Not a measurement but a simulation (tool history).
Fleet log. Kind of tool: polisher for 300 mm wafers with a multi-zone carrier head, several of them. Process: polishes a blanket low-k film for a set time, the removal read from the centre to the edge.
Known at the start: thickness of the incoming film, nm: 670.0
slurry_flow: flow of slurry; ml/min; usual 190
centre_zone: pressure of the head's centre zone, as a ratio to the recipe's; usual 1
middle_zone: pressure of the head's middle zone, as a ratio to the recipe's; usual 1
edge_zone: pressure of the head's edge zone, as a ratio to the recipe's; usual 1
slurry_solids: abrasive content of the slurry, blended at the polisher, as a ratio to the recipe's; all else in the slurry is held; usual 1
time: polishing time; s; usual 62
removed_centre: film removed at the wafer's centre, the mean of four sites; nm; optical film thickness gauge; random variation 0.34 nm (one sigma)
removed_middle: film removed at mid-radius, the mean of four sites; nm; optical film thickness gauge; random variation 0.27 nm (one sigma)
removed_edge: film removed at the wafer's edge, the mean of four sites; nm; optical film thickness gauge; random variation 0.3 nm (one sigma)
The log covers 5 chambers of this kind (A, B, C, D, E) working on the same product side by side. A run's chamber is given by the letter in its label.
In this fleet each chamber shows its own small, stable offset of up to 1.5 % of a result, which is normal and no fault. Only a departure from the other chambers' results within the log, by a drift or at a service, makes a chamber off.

{"hour": 1.2, "done": "chamber C: worn pad replaced by a new one"}
{"run": "1B", "hour": 9.5, "slurry_flow": 190, "centre_zone": 1, "middle_zone": 1, "edge_zone": 1, "slurry_solids": 1, "time": 62, "removed_centre": 22.376, "removed_middle": 22.082, "removed_edge": 22.33}
{"hour": 16.7, "done": "chamber D: slurry nozzle cleaned"}
{"run": "2C", "hour": 21.2, "slurry_flow": 190, "centre_zone": 1, "middle_zone": 1, "edge_zone": 1, "slurry_solids": 1, "time": 62, "removed_centre": 22.721, "removed_middle": 22.486, "removed_edge": 22.787}
{"run": "3A", "hour": 28.9, "slurry_flow": 190, "centre_zone": 1, "middle_zone": 1, "edge_zone": 1, "slurry_solids": 1, "time": 62, "removed_centre": 22.178, "removed_middle": 22.779, "removed_edge": 22.644}
{"hour": 34.4, "done": "chamber E: worn pad replaced by a new one"}
{"run": "4D", "hour": 36.6, "slurry_flow": 190, "centre_zone": 1, "middle_zone": 1, "edge_zone": 1, "slurry_solids": 1, "time": 62, "removed_centre": 22.604, "removed_middle": 22.279, "removed_edge": 22.033}
{"hour": 41.7, "done": "chamber B: edge zone pressure recalibrated"}
{"hour": 45.4, "done": "chamber B: worn pad replaced by a new one"}
{"run": "5E", "hour": 45.7, "slurry_flow": 190, "centre_zone": 1, "middle_zone": 1, "edge_zone": 1, "slurry_solids": 1, "time": 62, "removed_centre": 22.609, "removed_middle": 22.652, "removed_edge": 22.781}
{"hour": 46.9, "done": "chamber C: centre zone pressure recalibrated"}
{"run": "6B", "hour": 55.4, "slurry_flow": 190, "centre_zone": 1, "middle_zone": 1, "edge_zone": 1, "slurry_solids": 1, "time": 62, "removed_centre": 22.309, "removed_middle": 22.851, "removed_edge": 22.082}
{"run": "7C", "hour": 65.1, "slurry_flow": 190, "centre_zone": 1, "middle_zone": 1, "edge_zone": 1, "slurry_solids": 1, "time": 62, "removed_centre": 22.547, "removed_middle": 22.977, "removed_edge": 22.747}
{"hour": 73.0, "done": "chamber D: worn pad replaced by a new one"}
{"run": "8A", "hour": 76.1, "slurry_flow": 190, "centre_zone": 1, "middle_zone": 1, "edge_zone": 1, "slurry_solids": 1, "time": 62, "removed_centre": 22.694, "removed_middle": 22.514, "removed_edge": 22.551}
{"hour": 77.2, "done": "chamber C: worn pad replaced by a new one"}
{"hour": 78.0, "done": "chamber E: slurry nozzle cleaned"}
{"run": "9E", "hour": 82.8, "slurry_flow": 190, "centre_zone": 1, "middle_zone": 1, "edge_zone": 1, "slurry_solids": 1, "time": 62, "removed_centre": 22.667, "removed_middle": 22.911, "removed_edge": 22.838}
{"run": "10D", "hour": 94.2, "slurry_flow": 190, "centre_zone": 1, "middle_zone": 1, "edge_zone": 1, "slurry_solids": 1, "time": 62, "removed_centre": 22.16, "removed_middle": 23.174, "removed_edge": 22.752}
{"run": "11D", "hour": 101.7, "slurry_flow": 190, "centre_zone": 1, "middle_zone": 1, "edge_zone": 1, "slurry_solids": 1, "time": 62, "removed_centre": 23.032, "removed_middle": 22.81, "removed_edge": 22.634}
{"run": "12C", "hour": 110.3, "slurry_flow": 190, "centre_zone": 1, "middle_zone": 1, "edge_zone": 1, "slurry_solids": 1, "time": 62, "removed_centre": 22.253, "removed_middle": 22.803, "removed_edge": 21.826}
{"run": "13E", "hour": 117.3, "slurry_flow": 190, "centre_zone": 1, "middle_zone": 1, "edge_zone": 1, "slurry_solids": 1, "time": 62, "removed_centre": 22.289, "removed_middle": 22.099, "removed_edge": 22.165}
{"run": "14A", "hour": 125.6, "slurry_flow": 190, "centre_zone": 1, "middle_zone": 0.95, "edge_zone": 1, "slurry_solids": 1, "time": 41, "removed_centre": 14.933, "removed_middle": 14.122, "removed_edge": 14.882}
{"run": "15B", "hour": 138.7, "slurry_flow": 190, "centre_zone": 1, "middle_zone": 0.95, "edge_zone": 1, "slurry_solids": 1, "time": 41, "removed_centre": 15.06, "removed_middle": 14.025, "removed_edge": 14.978}
{"hour": 138.8, "done": "chamber A: edge zone pressure recalibrated"}
{"hour": 139.8, "done": "chamber C: worn pad replaced by a new one"}
{"run": "16A", "hour": 147.3, "slurry_flow": 190, "centre_zone": 1, "middle_zone": 0.95, "edge_zone": 1, "slurry_solids": 1, "time": 41, "removed_centre": 14.093, "removed_middle": 14.139, "removed_edge": 14.813}
{"hour": 150.7, "done": "chamber B: worn pad replaced by a new one"}
{"run": "17E", "hour": 154.1, "slurry_flow": 190, "centre_zone": 1, "middle_zone": 0.95, "edge_zone": 1, "slurry_solids": 1, "time": 41, "removed_centre": 14.722, "removed_middle": 14.299, "removed_edge": 14.759}
{"hour": 164.4, "done": "chamber D: worn pad replaced by a new one"}
{"run": "18D", "hour": 166.1, "slurry_flow": 190, "centre_zone": 1, "middle_zone": 0.95, "edge_zone": 1, "slurry_solids": 1, "time": 41, "removed_centre": 15.422, "removed_middle": 14.309, "removed_edge": 14.992}
{"hour": 170.4, "done": "chamber E: worn pad replaced by a new one"}
{"run": "19B", "hour": 179.8, "slurry_flow": 190, "centre_zone": 1, "middle_zone": 1, "edge_zone": 1, "slurry_solids": 1, "time": 62, "removed_centre": 22.553, "removed_middle": 22.56, "removed_edge": 22.551}
{"hour": 189.4, "done": "chamber A: centre zone pressure recalibrated"}
{"run": "20C", "hour": 190.1, "slurry_flow": 190, "centre_zone": 1, "middle_zone": 1, "edge_zone": 1, "slurry_solids": 1, "time": 62, "removed_centre": 22.051, "removed_middle": 22.847, "removed_edge": 22.682}
{"hour": 190.5, "done": "chamber C: edge zone pressure recalibrated"}
{"run": "21D", "hour": 200.2, "slurry_flow": 190, "centre_zone": 1, "middle_zone": 1, "edge_zone": 1, "slurry_solids": 1, "time": 62, "removed_centre": 22.123, "removed_middle": 22.931, "removed_edge": 22.376}
{"hour": 201.0, "done": "chamber C: worn pad replaced by a new one"}
{"hour": 207.3, "done": "chamber B: slurry nozzle cleaned"}
{"run": "22E", "hour": 208.1, "slurry_flow": 190, "centre_zone": 0.93, "middle_zone": 1, "edge_zone": 1, "slurry_solids": 1, "time": 62, "removed_centre": 20.796, "removed_middle": 22.172, "removed_edge": 21.999}
{"run": "23B", "hour": 215.6, "slurry_flow": 190, "centre_zone": 0.93, "middle_zone": 1, "edge_zone": 1, "slurry_solids": 1, "time": 62, "removed_centre": 20.763, "removed_middle": 22.524, "removed_edge": 22.357}
{"run": "24A", "hour": 222.2, "slurry_flow": 190, "centre_zone": 0.93, "middle_zone": 1, "edge_zone": 1, "slurry_solids": 1, "time": 62, "removed_centre": 19.058, "removed_middle": 21.343, "removed_edge": 21.436}
{"hour": 230.8, "done": "chamber E: edge zone pressure recalibrated"}
{"run": "25C", "hour": 236.2, "slurry_flow": 190, "centre_zone": 0.93, "middle_zone": 1, "edge_zone": 1, "slurry_solids": 1, "time": 62, "removed_centre": 20.124, "removed_middle": 22.728, "removed_edge": 22.316}
{"run": "26A", "hour": 242.6, "slurry_flow": 190, "centre_zone": 0.93, "middle_zone": 1, "edge_zone": 1, "slurry_solids": 1, "time": 62, "removed_centre": 19.013, "removed_middle": 20.795, "removed_edge": 21.058}
{"hour": 249.2, "done": "chamber C: slurry nozzle cleaned"}
{"run": "27D", "hour": 253.1, "slurry_flow": 190, "centre_zone": 1, "middle_zone": 1, "edge_zone": 1, "slurry_solids": 1, "time": 62, "removed_centre": 22.656, "removed_middle": 23.248, "removed_edge": 22.86}
{"hour": 253.2, "done": "chamber B: worn pad replaced by a new one"}
{"run": "28C", "hour": 262.0, "slurry_flow": 190, "centre_zone": 1, "middle_zone": 1, "edge_zone": 1, "slurry_solids": 1, "time": 62, "removed_centre": 23.465, "removed_middle": 22.945, "removed_edge": 22.696}
{"hour": 266.2, "done": "chamber D: worn pad replaced by a new one"}
{"run": "29E", "hour": 268.1, "slurry_flow": 190, "centre_zone": 1, "middle_zone": 1, "edge_zone": 1, "slurry_solids": 1, "time": 62, "removed_centre": 22.71, "removed_middle": 22.602, "removed_edge": 23.211}
{"hour": 269.6, "done": "chamber C: worn pad replaced by a new one"}
{"run": "30B", "hour": 274.3, "slurry_flow": 190, "centre_zone": 1, "middle_zone": 1, "edge_zone": 1, "slurry_solids": 1, "time": 62, "removed_centre": 22.445, "removed_middle": 22.321, "removed_edge": 22.006}
{"run": "31D", "hour": 287.6, "slurry_flow": 190, "centre_zone": 1, "middle_zone": 1, "edge_zone": 1, "slurry_solids": 1, "time": 62, "removed_centre": 22.9, "removed_middle": 22.839, "removed_edge": 22.635}
{"run": "32B", "hour": 296.0, "slurry_flow": 190, "centre_zone": 1, "middle_zone": 1, "edge_zone": 1, "slurry_solids": 0.85, "time": 62, "removed_centre": 20.473, "removed_middle": 20.688, "removed_edge": 20.375}
{"hour": 304.2, "done": "chamber E: worn pad replaced by a new one"}
{"run": "33A", "hour": 305.6, "slurry_flow": 190, "centre_zone": 1, "middle_zone": 1, "edge_zone": 1, "slurry_solids": 0.85, "time": 62, "removed_centre": 19.048, "removed_middle": 18.494, "removed_edge": 18.849}
{"hour": 309.8, "done": "chamber B: centre zone pressure recalibrated"}
{"run": "34E", "hour": 313.8, "slurry_flow": 190, "centre_zone": 1, "middle_zone": 1, "edge_zone": 1, "slurry_solids": 0.85, "time": 62, "removed_centre": 20.611, "removed_middle": 20.809, "removed_edge": 20.876}
{"run": "35C", "hour": 320.4, "slurry_flow": 190, "centre_zone": 1, "middle_zone": 1, "edge_zone": 1, "slurry_solids": 0.85, "time": 62, "removed_centre": 20.716, "removed_middle": 20.715, "removed_edge": 20.504}
{"run": "36D", "hour": 326.7, "slurry_flow": 190, "centre_zone": 1, "middle_zone": 1, "edge_zone": 1, "slurry_solids": 0.85, "time": 62, "removed_centre": 21.009, "removed_middle": 20.97, "removed_edge": 20.647}
{"run": "37E", "hour": 334.5, "slurry_flow": 190, "centre_zone": 1, "middle_zone": 1, "edge_zone": 1, "slurry_solids": 1, "time": 62, "removed_centre": 22.748, "removed_middle": 22.748, "removed_edge": 22.381}
{"run": "38B", "hour": 343.4, "slurry_flow": 190, "centre_zone": 1, "middle_zone": 1, "edge_zone": 1, "slurry_solids": 1, "time": 62, "removed_centre": 22.763, "removed_middle": 22.031, "removed_edge": 21.842}

For the next run the whole fleet of 5 chambers uses the same settings. Give each chamber's results:
{"run": "39A", "hour": 353.4, "slurry_flow": 190, "centre_zone": 1, "middle_zone": 1, "edge_zone": 1, "slurry_solids": 1, "time": 82, "removed_centre": "?", "removed_middle": "?", "removed_edge": "?"}
{"run": "39B", "hour": 353.4, "slurry_flow": 190, "centre_zone": 1, "middle_zone": 1, "edge_zone": 1, "slurry_solids": 1, "time": 82, "removed_centre": "?", "removed_middle": "?", "removed_edge": "?"}
{"run": "39C", "hour": 353.4, "slurry_flow": 190, "centre_zone": 1, "middle_zone": 1, "edge_zone": 1, "slurry_solids": 1, "time": 82, "removed_centre": "?", "removed_middle": "?", "removed_edge": "?"}
{"run": "39D", "hour": 353.4, "slurry_flow": 190, "centre_zone": 1, "middle_zone": 1, "edge_zone": 1, "slurry_solids": 1, "time": 82, "removed_centre": "?", "removed_middle": "?", "removed_edge": "?"}
{"run": "39E", "hour": 353.4, "slurry_flow": 190, "centre_zone": 1, "middle_zone": 1, "edge_zone": 1, "slurry_solids": 1, "time": 82, "removed_centre": "?", "removed_middle": "?", "removed_edge": "?"}

run=39A removed_centre=25.912 removed_middle=26.142 removed_edge=26.194
run=39B removed_centre=29.982 removed_middle=29.757 removed_edge=29.325
run=39C removed_centre=30.546 removed_middle=30.227 removed_edge=30.136
run=39D removed_centre=29.977 removed_middle=29.489 removed_edge=29.426
run=39E removed_centre=30.321 removed_middle=30.304 removed_edge=30.17
